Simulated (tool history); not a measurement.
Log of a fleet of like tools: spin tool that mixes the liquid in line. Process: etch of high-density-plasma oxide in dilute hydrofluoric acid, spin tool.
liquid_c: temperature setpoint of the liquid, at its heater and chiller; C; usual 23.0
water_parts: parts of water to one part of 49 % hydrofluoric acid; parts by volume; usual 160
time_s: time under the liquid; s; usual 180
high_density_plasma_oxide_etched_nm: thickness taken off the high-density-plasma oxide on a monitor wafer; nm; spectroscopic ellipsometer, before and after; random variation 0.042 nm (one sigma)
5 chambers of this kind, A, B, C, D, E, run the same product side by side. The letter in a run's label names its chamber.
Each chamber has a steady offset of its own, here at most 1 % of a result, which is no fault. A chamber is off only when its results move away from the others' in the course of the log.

run	day	liquid_c	water_parts	time_s	hours since the thermometer was replaced	hours since the hydrofluoric acid flow meter was replaced	read-back film thickness of the high-density-plasma oxide reference wafer, read on the same gauge (nm)	high_density_plasma_oxide_etched_nm
1C	0.492	23.0	160	180	1990.0	682.6	59.994	5.1572
2B	1.054	23.0	160	180	2047.9	1763.8	59.998	5.2538
# day 1.292: chamber E: hydrofluoric acid flow meter replaced
3D	1.454	23.0	160	180	1178.0	35.0	60.011	5.1388
4A	1.767	23.0	160	180	1521.8	708.6	59.982	5.1828
5E	2.067	23.0	160	180	741.1	18.7	59.990	5.1407
6D	2.638	23.0	160	180	1206.4	63.4	60.019	5.1625
7E	3.162	23.0	160	180	767.4	45.0	59.975	5.0961
8C	3.538	23.0	160	180	2063.1	755.7	59.966	5.1716
9B	3.962	23.0	160	180	2117.7	1833.6	59.991	5.1661
10A	4.500	23.0	160	180	1587.4	774.2	60.018	5.1280
11D	4.850	23.0	160	180	1259.5	116.5	60.027	5.1862
# day 5.129: chamber B: hydrofluoric acid flow meter replaced
12B	5.296	23.0	160	180	2149.7	4.0	59.987	5.2466
13E	5.608	23.0	160	180	826.1	103.7	59.994	5.0994
14A	6.129	23.0	160	180	1626.5	813.3	59.999	5.1405
15C	6.492	23.0	160	180	2134.0	826.6	60.012	5.1700
# day 6.496: chamber A: thermometer replaced
16B	7.067	23.0	160	180	2192.2	46.5	59.999	5.1409
17E	7.533	23.0	160	180	872.3	149.9	59.998	5.1612
# day 7.696: chamber D: thermometer replaced
18D	8.121	23.0	160	180	10.3	195.0	60.029	5.0774
19A	8.433	23.0	160	180	46.5	868.6	59.980	4.9314
20C	8.775	23.0	160	180	2188.8	881.4	59.989	5.1222
21C	9.329	23.0	160	180	2202.1	894.7	60.033	5.1419
22E	9.779	23.0	160	180	926.2	203.8	59.999	5.1807
23A	10.108	23.0	160	120	86.7	908.8	59.990	3.3306
24B	10.704	23.0	160	120	2279.5	133.8	59.971	3.4927
25D	11.038	23.0	160	120	80.3	265.0	59.992	3.4065
26D	11.421	23.0	160	120	89.5	274.2	60.007	3.4098
27B	11.679	23.0	160	120	2302.9	157.2	60.021	3.5043
28A	12.150	23.0	160	180	135.7	957.8	59.990	4.8194
29E	12.483	23.0	160	180	991.1	268.7	59.980	5.1896
30C	12.842	23.0	160	180	2286.4	979.0	59.982	5.0333
31E	13.317	23.0	160	180	1011.1	288.7	60.027	5.1886
32A	13.750	23.0	160	180	174.1	996.2	59.980	4.8409
33D	14.283	20.5	100	180	158.2	342.9	59.990	7.8087
34C	14.767	20.5	100	180	2332.6	1025.2	60.020	7.8493
35B	15.092	20.5	100	180	2384.8	239.1	60.016	8.1217
36A	15.412	20.5	100	180	214.0	1036.1	60.012	7.2657
37C	16.000	20.5	100	180	2362.2	1054.8	59.994	7.9200
38D	16.588	23.0	160	180	213.5	398.2	60.000	5.1161
39B	16.971	23.0	160	180	2429.9	284.2	59.998	5.2233

Is one chamber off against the others, does the gauge drift, or is nothing wrong? If a chamber is off, say which, and what the likeliest cause is.

Chamber A drifts away from the others.
Cause: hydrofluoric acid flow below the setpoint (%) = 6.66.

Here are 4 candidates for chamber A's next run, each the usual settings with a change, their results left as question marks. Which one brings its results back in line with what the others give on the usual settings?
In line means no further than this from the other chambers' mean on the usual settings: high_density_plasma_oxide_etched_nm 0.1500 nm
40A-1	17.400	23.0	160	155				?
40A-2	17.400	23.0	160	195				?
40A-3	17.400	23.0	150	195				?
40A-4	17.400	23.0	165	170				?

The other chambers' mean on the usual settings: high_density_plasma_oxide_etched_nm 5.1472 nm
run	high_density_plasma_oxide_etched_nm
40A-1	4.0902
40A-2	5.1457
40A-3	5.5509
40A-4	4.3256
40A-2 brings the chamber back in line.
